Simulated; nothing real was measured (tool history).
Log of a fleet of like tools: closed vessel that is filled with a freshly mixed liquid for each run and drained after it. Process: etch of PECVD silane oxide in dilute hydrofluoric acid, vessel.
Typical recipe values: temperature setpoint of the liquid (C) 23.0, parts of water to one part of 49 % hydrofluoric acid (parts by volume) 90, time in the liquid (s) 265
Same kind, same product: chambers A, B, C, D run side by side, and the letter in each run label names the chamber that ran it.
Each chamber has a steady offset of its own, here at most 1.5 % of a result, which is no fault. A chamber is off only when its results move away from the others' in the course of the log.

run,hour,temperature setpoint of the liquid (C),parts of water to one part of 49 % hydrofluoric acid (parts by volume),time in the liquid (s),"read-back film thickness of the PECVD silane oxide reference wafer, read on the same gauge (nm)",thickness taken off the PECVD silane oxide on a monitor wafer (Å)
1A,13.4,23.0,90,265,99.996,427.03
2D,20.9,23.0,90,265,99.936,426.00
3B,29.1,23.0,90,265,100.030,427.94
# hour 35.7: chamber A: thermometer replaced
4C,41.7,23.0,90,265,100.010,427.58
5B,55.9,23.0,75,265,99.998,526.16
6D,66.7,23.0,75,265,99.997,524.81
7A,73.6,23.0,75,265,99.968,520.58
8C,80.7,23.0,75,265,99.986,523.09
9B,94.7,23.0,90,265,100.050,430.59
10D,106.7,23.0,90,265,100.020,425.63
11C,119.0,23.0,90,265,100.060,430.50
12A,132.4,23.0,90,265,99.987,426.77
13C,145.6,23.0,90,265,99.946,429.10
14D,154.4,24.5,90,135,99.919,230.67
15A,163.5,24.5,90,135,100.010,228.97
16B,179.0,24.5,90,135,99.984,231.93
17B,192.7,24.5,90,135,100.050,232.33
18C,205.0,23.0,90,265,99.951,423.95
19D,213.3,23.0,90,265,99.987,427.08
20A,221.6,23.0,90,265,100.040,425.62
21C,231.6,23.0,90,265,100.000,424.27
22D,244.8,20.0,90,115,99.996,165.10
23A,255.6,20.0,90,115,99.964,163.80
24B,262.9,20.0,90,115,99.991,166.26
25B,273.2,20.0,90,115,99.976,165.15
26D,288.0,23.0,90,265,99.981,426.14
27A,299.6,23.0,90,265,99.997,425.85
28C,308.2,23.0,90,265,99.984,419.89
29D,320.8,23.0,90,265,100.060,425.30

All 4 chambers run these settings next. Forecast each chamber's results:
30A,331.9,23.0,130,265,,?
30B,331.9,23.0,130,265,,?
30C,331.9,23.0,130,265,,?
30D,331.9,23.0,130,265,,?

run,thickness taken off the PECVD silane oxide on a monitor wafer (Å)
30A,280.56
30B,284.11
30C,274.52
30D,277.92
